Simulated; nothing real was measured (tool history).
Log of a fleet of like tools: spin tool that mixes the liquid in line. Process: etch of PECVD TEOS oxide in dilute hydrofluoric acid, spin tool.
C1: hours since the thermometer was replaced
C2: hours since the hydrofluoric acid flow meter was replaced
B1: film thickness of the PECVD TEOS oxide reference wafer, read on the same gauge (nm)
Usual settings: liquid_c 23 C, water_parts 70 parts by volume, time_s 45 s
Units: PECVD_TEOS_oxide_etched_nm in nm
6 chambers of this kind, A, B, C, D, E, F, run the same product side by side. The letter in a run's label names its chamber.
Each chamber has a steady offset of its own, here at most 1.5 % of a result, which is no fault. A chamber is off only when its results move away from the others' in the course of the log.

{"run": "1A", "hour": 6.0, "liquid_c": 23, "water_parts": 70, "time_s": 45, "C1": 562.4, "C2": 289, "B1": 30.024, "PECVD_TEOS_oxide_etched_nm": 6.6203}
{"run": "2F", "hour": 12.9, "liquid_c": 23, "water_parts": 70, "time_s": 45, "C1": 922.8, "C2": 902.4, "B1": 29.992, "PECVD_TEOS_oxide_etched_nm": 6.7404}
{"run": "3D", "hour": 20.7, "liquid_c": 23, "water_parts": 70, "time_s": 45, "C1": 1130.6, "C2": 576, "B1": 30.026, "PECVD_TEOS_oxide_etched_nm": 6.5996}
{"run": "4B", "hour": 31.7, "liquid_c": 23, "water_parts": 70, "time_s": 45, "C1": 509.5, "C2": 398.2, "B1": 29.985, "PECVD_TEOS_oxide_etched_nm": 6.6505}
{"hour": 40.9, "done": "chamber F: thermometer replaced"}
{"run": "5E", "hour": 41.1, "liquid_c": 23, "water_parts": 70, "time_s": 45, "C1": 1464.2, "C2": 1560, "B1": 29.992, "PECVD_TEOS_oxide_etched_nm": 6.6058}
{"run": "6C", "hour": 48.1, "liquid_c": 23, "water_parts": 70, "time_s": 45, "C1": 276, "C2": 1745.9, "B1": 30.024, "PECVD_TEOS_oxide_etched_nm": 6.6457}
{"run": "7C", "hour": 54.8, "liquid_c": 23, "water_parts": 70, "time_s": 45, "C1": 282.7, "C2": 1752.6, "B1": 30.002, "PECVD_TEOS_oxide_etched_nm": 6.6288}
{"hour": 58.3, "done": "chamber C: hydrofluoric acid flow meter replaced"}
{"run": "8F", "hour": 60.7, "liquid_c": 23, "water_parts": 70, "time_s": 45, "C1": 19.9, "C2": 950.2, "B1": 30.021, "PECVD_TEOS_oxide_etched_nm": 6.7493}
{"run": "9E", "hour": 73.2, "liquid_c": 23, "water_parts": 70, "time_s": 45, "C1": 1496.3, "C2": 1592.1, "B1": 30.001, "PECVD_TEOS_oxide_etched_nm": 6.5964}
{"run": "10A", "hour": 86.1, "liquid_c": 20, "water_parts": 70, "time_s": 30, "C1": 642.5, "C2": 369.1, "B1": 30.026, "PECVD_TEOS_oxide_etched_nm": 3.9171}
{"run": "11B", "hour": 93.8, "liquid_c": 20, "water_parts": 70, "time_s": 30, "C1": 571.6, "C2": 460.3, "B1": 29.972, "PECVD_TEOS_oxide_etched_nm": 3.929}
{"run": "12D", "hour": 101.5, "liquid_c": 20, "water_parts": 70, "time_s": 30, "C1": 1211.4, "C2": 656.8, "B1": 29.984, "PECVD_TEOS_oxide_etched_nm": 3.9301}
{"run": "13E", "hour": 108.3, "liquid_c": 20, "water_parts": 70, "time_s": 30, "C1": 1531.4, "C2": 1627.2, "B1": 29.993, "PECVD_TEOS_oxide_etched_nm": 3.8568}
{"run": "14B", "hour": 120.1, "liquid_c": 20, "water_parts": 70, "time_s": 30, "C1": 597.9, "C2": 486.6, "B1": 30.038, "PECVD_TEOS_oxide_etched_nm": 3.9132}
{"run": "15F", "hour": 131.4, "liquid_c": 20, "water_parts": 70, "time_s": 30, "C1": 90.6, "C2": 1020.9, "B1": 29.967, "PECVD_TEOS_oxide_etched_nm": 3.9325}
{"run": "16A", "hour": 139.3, "liquid_c": 23, "water_parts": 50, "time_s": 25, "C1": 695.7, "C2": 422.3, "B1": 30.028, "PECVD_TEOS_oxide_etched_nm": 5.3269}
{"run": "17D", "hour": 151.7, "liquid_c": 23, "water_parts": 50, "time_s": 25, "C1": 1261.6, "C2": 707, "B1": 29.952, "PECVD_TEOS_oxide_etched_nm": 5.3402}
{"run": "18C", "hour": 164.3, "liquid_c": 23, "water_parts": 50, "time_s": 25, "C1": 392.2, "C2": 106, "B1": 30.012, "PECVD_TEOS_oxide_etched_nm": 5.2881}
{"run": "19B", "hour": 174.5, "liquid_c": 23, "water_parts": 50, "time_s": 25, "C1": 652.3, "C2": 541, "B1": 30.012, "PECVD_TEOS_oxide_etched_nm": 5.3642}
{"run": "20F", "hour": 181.3, "liquid_c": 23, "water_parts": 50, "time_s": 25, "C1": 140.5, "C2": 1070.8, "B1": 29.978, "PECVD_TEOS_oxide_etched_nm": 5.2469}
{"run": "21D", "hour": 192.5, "liquid_c": 23, "water_parts": 50, "time_s": 25, "C1": 1302.4, "C2": 747.8, "B1": 30.003, "PECVD_TEOS_oxide_etched_nm": 5.2824}
{"run": "22E", "hour": 202.8, "liquid_c": 21.5, "water_parts": 70, "time_s": 45, "C1": 1625.9, "C2": 1721.7, "B1": 29.995, "PECVD_TEOS_oxide_etched_nm": 6.1598}
{"run": "23A", "hour": 210.2, "liquid_c": 21.5, "water_parts": 70, "time_s": 45, "C1": 766.6, "C2": 493.2, "B1": 30.025, "PECVD_TEOS_oxide_etched_nm": 6.2333}
{"run": "24C", "hour": 222.4, "liquid_c": 21.5, "water_parts": 70, "time_s": 45, "C1": 450.3, "C2": 164.1, "B1": 30.03, "PECVD_TEOS_oxide_etched_nm": 6.2419}
{"run": "25F", "hour": 231.4, "liquid_c": 21.5, "water_parts": 70, "time_s": 45, "C1": 190.6, "C2": 1120.9, "B1": 30.017, "PECVD_TEOS_oxide_etched_nm": 6.0368}
{"run": "26A", "hour": 239.7, "liquid_c": 21.5, "water_parts": 70, "time_s": 45, "C1": 796.1, "C2": 522.7, "B1": 29.995, "PECVD_TEOS_oxide_etched_nm": 6.2416}
{"run": "27C", "hour": 249.4, "liquid_c": 21.5, "water_parts": 70, "time_s": 45, "C1": 477.3, "C2": 191.1, "B1": 29.97, "PECVD_TEOS_oxide_etched_nm": 6.2763}
{"run": "28E", "hour": 256.9, "liquid_c": 23, "water_parts": 70, "time_s": 45, "C1": 1680, "C2": 1775.8, "B1": 29.979, "PECVD_TEOS_oxide_etched_nm": 6.5768}
{"run": "29B", "hour": 266.4, "liquid_c": 23, "water_parts": 70, "time_s": 45, "C1": 744.2, "C2": 632.9, "B1": 29.956, "PECVD_TEOS_oxide_etched_nm": 6.6694}
{"run": "30D", "hour": 279.1, "liquid_c": 23, "water_parts": 70, "time_s": 45, "C1": 1389, "C2": 834.4, "B1": 30.018, "PECVD_TEOS_oxide_etched_nm": 6.6736}
{"run": "31D", "hour": 287.2, "liquid_c": 20, "water_parts": 45, "time_s": 45, "C1": 1397.1, "C2": 842.5, "B1": 30.016, "PECVD_TEOS_oxide_etched_nm": 9.4523}
{"run": "32C", "hour": 293.4, "liquid_c": 20, "water_parts": 45, "time_s": 45, "C1": 521.3, "C2": 235.1, "B1": 29.989, "PECVD_TEOS_oxide_etched_nm": 9.3735}
{"run": "33A", "hour": 303.5, "liquid_c": 20, "water_parts": 45, "time_s": 45, "C1": 859.9, "C2": 586.5, "B1": 29.968, "PECVD_TEOS_oxide_etched_nm": 9.3202}
{"run": "34E", "hour": 309.3, "liquid_c": 20, "water_parts": 45, "time_s": 45, "C1": 1732.4, "C2": 1828.2, "B1": 30.016, "PECVD_TEOS_oxide_etched_nm": 9.4126}
{"run": "35F", "hour": 315.2, "liquid_c": 20, "water_parts": 45, "time_s": 45, "C1": 274.4, "C2": 1204.7, "B1": 30.007, "PECVD_TEOS_oxide_etched_nm": 8.9709}
{"run": "36B", "hour": 325.2, "liquid_c": 20, "water_parts": 45, "time_s": 45, "C1": 803, "C2": 691.7, "B1": 30.014, "PECVD_TEOS_oxide_etched_nm": 9.6619}
{"run": "37F", "hour": 333.8, "liquid_c": 23, "water_parts": 70, "time_s": 45, "C1": 293, "C2": 1223.3, "B1": 29.998, "PECVD_TEOS_oxide_etched_nm": 6.285}
{"run": "38A", "hour": 346.6, "liquid_c": 23, "water_parts": 70, "time_s": 45, "C1": 903, "C2": 629.6, "B1": 29.993, "PECVD_TEOS_oxide_etched_nm": 6.6608}

Next, every chamber runs the same settings. What will each give?
{"run": "39A", "hour": 356.2, "liquid_c": 23, "water_parts": 70, "time_s": 45, "PECVD_TEOS_oxide_etched_nm": "?"}
{"run": "39B", "hour": 356.2, "liquid_c": 23, "water_parts": 70, "time_s": 45, "PECVD_TEOS_oxide_etched_nm": "?"}
{"run": "39C", "hour": 356.2, "liquid_c": 23, "water_parts": 70, "time_s": 45, "PECVD_TEOS_oxide_etched_nm": "?"}
{"run": "39D", "hour": 356.2, "liquid_c": 23, "water_parts": 70, "time_s": 45, "PECVD_TEOS_oxide_etched_nm": "?"}
{"run": "39E", "hour": 356.2, "liquid_c": 23, "water_parts": 70, "time_s": 45, "PECVD_TEOS_oxide_etched_nm": "?"}
{"run": "39F", "hour": 356.2, "liquid_c": 23, "water_parts": 70, "time_s": 45, "PECVD_TEOS_oxide_etched_nm": "?"}

run=39A PECVD_TEOS_oxide_etched_nm=6.6647
run=39B PECVD_TEOS_oxide_etched_nm=6.6613
run=39C PECVD_TEOS_oxide_etched_nm=6.6314
run=39D PECVD_TEOS_oxide_etched_nm=6.6644
run=39E PECVD_TEOS_oxide_etched_nm=6.6108
run=39F PECVD_TEOS_oxide_etched_nm=6.2965
